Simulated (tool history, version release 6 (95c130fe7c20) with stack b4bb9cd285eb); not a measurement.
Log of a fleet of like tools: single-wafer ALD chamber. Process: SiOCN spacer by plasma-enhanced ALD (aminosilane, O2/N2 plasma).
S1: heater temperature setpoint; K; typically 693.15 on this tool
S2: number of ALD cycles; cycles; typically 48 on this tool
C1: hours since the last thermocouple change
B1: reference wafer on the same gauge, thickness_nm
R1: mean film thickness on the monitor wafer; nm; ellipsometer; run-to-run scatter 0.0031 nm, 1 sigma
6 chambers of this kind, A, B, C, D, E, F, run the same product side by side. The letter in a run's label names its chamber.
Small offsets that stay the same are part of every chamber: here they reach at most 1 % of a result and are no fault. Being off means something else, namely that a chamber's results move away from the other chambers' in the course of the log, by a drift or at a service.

run 1A hour=5.8 | S1=693.15 S2=48 | C1=1698.6 | B1=3.0109 | R1=2.7155
run 2B hour=10.5 | S1=693.15 S2=48 | C1=2018.8 | B1=3.0111 | R1=2.7317
run 3D hour=13.5 | S1=693.15 S2=48 | C1=1349.5 | B1=3.011 | R1=2.7069
run 4F hour=18.9 | S1=693.15 S2=48 | C1=735 | B1=3.0108 | R1=2.7202
run 5E hour=22.6 | S1=693.15 S2=48 | C1=36.8 | B1=3.0114 | R1=2.7473
run 6C hour=26 | S1=693.15 S2=48 | C1=2689.2 | B1=3.0112 | R1=2.7259
run 7C hour=29.8 | S1=700.15 S2=45 | C1=2693 | B1=3.0117 | R1=2.4919
run 8F hour=33.3 | S1=700.15 S2=45 | C1=749.4 | B1=3.0126 | R1=2.4927
run 9E hour=38 | S1=700.15 S2=45 | C1=52.2 | B1=3.0132 | R1=2.5148
run 10D hour=40.7 | S1=700.15 S2=45 | C1=1376.7 | B1=3.014 | R1=2.4783
run 11A hour=43.7 | S1=700.15 S2=45 | C1=1736.5 | B1=3.0144 | R1=2.4978
run 12B hour=46.5 | S1=700.15 S2=45 | C1=2054.8 | B1=3.0138 | R1=2.5059
run 13B hour=51.1 | S1=681.15 S2=48 | C1=2059.4 | B1=3.0134 | R1=2.8369
run 14E hour=56.9 | S1=681.15 S2=48 | C1=71.1 | B1=3.0145 | R1=2.8475
run 15F hour=59.5 | S1=681.15 S2=48 | C1=775.6 | B1=3.0149 | R1=2.821
run 16D hour=62.1 | S1=681.15 S2=48 | C1=1398.1 | B1=3.015 | R1=2.8109
run 17A hour=67.4 | S1=681.15 S2=48 | C1=1760.2 | B1=3.0156 | R1=2.8266
run 18C hour=72 | S1=681.15 S2=48 | C1=2735.2 | B1=3.0155 | R1=2.8289
run 19E hour=76.9 | S1=693.15 S2=48 | C1=91.1 | B1=3.016 | R1=2.7452
run 20D hour=80.6 | S1=693.15 S2=48 | C1=1416.6 | B1=3.0166 | R1=2.7098
run 21C hour=86.1 | S1=693.15 S2=48 | C1=2749.3 | B1=3.0174 | R1=2.7237
run 22F hour=90.3 | S1=693.15 S2=48 | C1=806.4 | B1=3.0166 | R1=2.7281
run 23B hour=93.6 | S1=693.15 S2=48 | C1=2101.9 | B1=3.0175 | R1=2.7367
-- hour=96.1 chamber C: thermocouple changed; heater temperature recalibrated
run 24A hour=97.3 | S1=693.15 S2=48 | C1=1790.1 | B1=3.017 | R1=2.7246
run 25C hour=102 | S1=693.15 S2=48 | C1=5.9 | B1=3.0179 | R1=2.7233
run 26B hour=105.3 | S1=700.15 S2=42 | C1=2113.6 | B1=3.0189 | R1=2.3395
run 27F hour=108.2 | S1=700.15 S2=42 | C1=824.3 | B1=3.0191 | R1=2.333
run 28A hour=111 | S1=700.15 S2=42 | C1=1803.8 | B1=3.019 | R1=2.3294
run 29D hour=115.2 | S1=700.15 S2=42 | C1=1451.2 | B1=3.0194 | R1=2.3235
run 30E hour=121 | S1=700.15 S2=42 | C1=135.2 | B1=3.0194 | R1=2.3531
run 31D hour=124.8 | S1=700.15 S2=42 | C1=1460.8 | B1=3.0199 | R1=2.3216
run 32B hour=128.6 | S1=693.15 S2=48 | C1=2136.9 | B1=3.0206 | R1=2.7394
run 33C hour=131.5 | S1=693.15 S2=48 | C1=35.4 | B1=3.0211 | R1=2.73
run 34E hour=134.8 | S1=693.15 S2=48 | C1=149 | B1=3.0211 | R1=2.746
run 35A hour=137.7 | S1=693.15 S2=55 | C1=1830.5 | B1=3.0208 | R1=3.1188
run 36F hour=142.2 | S1=693.15 S2=55 | C1=858.3 | B1=3.0216 | R1=3.1256
run 37D hour=146.1 | S1=693.15 S2=55 | C1=1482.1 | B1=3.0214 | R1=3.1086
run 38A hour=150.1 | S1=693.15 S2=55 | C1=1842.9 | B1=3.0221 | R1=3.1355
run 39C hour=155.4 | S1=693.15 S2=55 | C1=59.3 | B1=3.022 | R1=3.1315
run 40E hour=161.2 | S1=693.15 S2=55 | C1=175.4 | B1=3.0226 | R1=3.1525
run 41F hour=165.9 | S1=693.15 S2=48 | C1=882 | B1=3.0229 | R1=2.7276
run 42B hour=169.1 | S1=693.15 S2=48 | C1=2177.4 | B1=3.0243 | R1=2.7371

All 6 chambers run these settings next. Forecast each chamber's results:
run 43A hour=173.2 | S1=693.15 S2=42 | R1=?
run 43B hour=173.2 | S1=693.15 S2=42 | R1=?
run 43C hour=173.2 | S1=693.15 S2=42 | R1=?
run 43D hour=173.2 | S1=693.15 S2=42 | R1=?
run 43E hour=173.2 | S1=693.15 S2=42 | R1=?
run 43F hour=173.2 | S1=693.15 S2=42 | R1=?

run=43A R1=2.3929
run=43B R1=2.3975
run=43C R1=2.3916
run=43D R1=2.3774
run=43E R1=2.4073
run=43F R1=2.3913
